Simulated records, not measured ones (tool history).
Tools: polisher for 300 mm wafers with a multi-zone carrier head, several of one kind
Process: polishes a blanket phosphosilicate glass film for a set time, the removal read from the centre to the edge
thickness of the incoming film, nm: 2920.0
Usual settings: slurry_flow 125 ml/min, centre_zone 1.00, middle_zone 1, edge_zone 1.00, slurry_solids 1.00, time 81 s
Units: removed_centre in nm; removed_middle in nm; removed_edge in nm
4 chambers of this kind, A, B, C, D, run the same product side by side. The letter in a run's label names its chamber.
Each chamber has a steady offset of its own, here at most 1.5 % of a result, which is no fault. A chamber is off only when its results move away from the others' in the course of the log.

run   hour  slurry_flow  centre_zone  middle_zone  edge_zone  slurry_solids  time  wafers polished on this pad  hours since the slurry nozzle was cleaned  hours since the centre zone pressure was calibrated  hours since the edge zone pressure was calibrated  removed_centre  removed_middle  removed_edge
 1B   14.9          125         1.00            1       1.00           1.00    81                          482                                       20.4                                                543.4                                              223.5          650.06          670.68        665.18
 2C   27.7          125         1.00            1       1.00           1.00    81                          463                                      302.6                                                371.5                                              640.6          655.44          641.25        658.58
 3A   43.9          125         1.00            1       1.00           1.00    81                         1279                                      737.2                                               1139.2                                              472.7          667.33          658.46        647.68
 4D   56.2          125         1.00            1       1.00           1.00    81                          902                                      493.9                                                 82.4                                              731.4          654.80          670.91        648.54
      56.3  -- chamber A: worn pad replaced by a new one
      64.1  -- chamber C: worn pad replaced by a new one
      66.8  -- chamber D: worn pad replaced by a new one
 5C   68.6           90         1.00            1       1.00           1.00    81                           62                                      343.5                                                412.4                                              681.5          599.99          620.21        626.21
      73.8  -- chamber B: worn pad replaced by a new one
 6D   80.8           90         1.00            1       1.00           1.00    81                          190                                      518.5                                                107.0                                              756.0          591.10          591.32        601.55
 7B   91.4           90         1.00            1       1.00           1.00    81                          238                                       96.9                                                619.9                                              300.0          591.67          615.86        616.02
      94.4  -- chamber A: edge zone pressure recalibrated
 8A  102.4           90         1.00            1       1.00           1.00    81                          625                                      795.7                                               1197.7                                                8.0          602.07          596.02        616.48
 9A  114.9          125         1.00            1       1.00           0.75    81                          794                                      808.2                                               1210.2                                               20.5          582.17          566.89        594.05
10D  128.3          125         1.00            1       1.00           0.75    81                          834                                      566.0                                                154.5                                              803.5          564.35          565.54        566.74
     131.8  -- chamber C: worn pad replaced by a new one
11C  141.4          125         1.00            1       1.00           0.75    81                          130                                      416.3                                                485.2                                              754.3          573.60          593.00        584.84
     149.6  -- chamber D: worn pad replaced by a new one
12B  152.0          125         1.00            1       1.00           0.75    81                         1059                                      157.5                                                680.5                                              360.6          567.72          558.40        571.53
     158.7  -- chamber D: slurry nozzle cleaned
     159.2  -- chamber B: centre zone pressure recalibrated
13C  167.1          125         1.00            1       1.00           1.00    81                          478                                      442.0                                                510.9                                              780.0          653.05          662.85        675.84
     168.4  -- chamber A: worn pad replaced by a new one
14D  174.9          125         1.00            1       1.00           1.00    81                          343                                       16.3                                                201.1                                              850.1          657.09          644.21        658.92
     188.6  -- chamber B: worn pad replaced by a new one
15A  190.2          125         1.00            1       1.00           1.00    81                          296                                      883.5                                               1285.5                                               95.8          665.43          670.00        667.73
16B  201.5          125         1.00            1       1.00           1.00    81                          176                                      207.0                                                 42.3                                              410.1          616.89          659.22        675.67
     208.9  -- chamber C: worn pad replaced by a new one
17B  215.8          125         1.00            1       1.00           1.00    81                          369                                      221.3                                                 56.6                                              424.4          610.66          667.90        668.75
18C  223.4          125         1.00            1       1.00           1.00    81                          196                                      498.3                                                567.2                                              836.3          659.51          644.85        676.89
     226.0  -- chamber D: worn pad replaced by a new one
19D  235.4          145         0.93            1       1.00           1.00    81                          128                                       76.8                                                261.6                                              910.6          625.19          685.20        679.91
     239.7  -- chamber D: edge zone pressure recalibrated
20A  251.3          145         0.93            1       1.00           1.00    81                         1124                                      944.6                                               1346.6                                              156.9          637.47          679.56        677.62
     260.0  -- chamber A: worn pad replaced by a new one
21C  262.9          145         0.93            1       1.00           1.00    81                          732                                      537.8                                                606.7                                              875.8          627.62          676.25        677.41
     263.7  -- chamber A: slurry nozzle cleaned
22D  270.3          145         0.93            1       1.00           1.00    81                          601                                      111.7                                                296.5                                               30.6          626.94          670.39        662.12
23A  284.9          125         1.00            1       1.00           1.00    81                          338                                       21.3                                               1380.2                                              190.5          674.63          658.28        676.87
     292.1  -- chamber C: worn pad replaced by a new one
     294.9  -- chamber C: slurry nozzle cleaned
24B  300.8          125         1.00            1       1.08           1.00   103                         1521                                      306.3                                                141.6                                              509.4          777.89          851.48        873.35
     302.7  -- chamber B: worn pad replaced by a new one
     307.8  -- chamber D: worn pad replaced by a new one
25A  308.4          125         1.00            1       1.08           1.00   103                          657                                       44.8                                               1403.7                                              214.0          848.55          846.46        864.46
26C  318.6          125         1.00            1       1.08           1.00   103                          360                                       23.8                                                662.4                                              931.5          839.14          851.12        885.72
27B  331.3          125         1.00            1       1.08           1.00   103                          388                                      336.8                                                172.1                                              539.9          783.97          836.88        869.54
28D  340.2          125         1.00            1       1.00           1.00    81                          439                                      181.6                                                366.4                                              100.5          656.12          642.14        658.20
29C  349.7          125         1.00            1       1.00           1.00    81                          781                                       54.9                                                693.5                                              962.6          662.14          675.55        666.98
30D  364.0          125         1.00            1       1.00           1.00    81                          762                                      205.4                                                390.2                                              124.3          651.05          662.14        670.25

All 4 chambers run these settings next. Forecast each chamber's results:
31A  375.7          125         1.00            1       0.92           1.00    81                                                                                                                                                                                               ?               ?             ?
31B  375.7          125         1.00            1       0.92           1.00    81                                                                                                                                                                                               ?               ?             ?
31C  375.7          125         1.00            1       0.92           1.00    81                                                                                                                                                                                               ?               ?             ?
31D  375.7          125         1.00            1       0.92           1.00    81                                                                                                                                                                                               ?               ?             ?

run  removed_centre  removed_middle  removed_edge
31A          666.98          657.81        637.05
31B          616.18          681.57        644.28
31C          658.33          651.61        639.06
31D          660.18          655.53        621.00
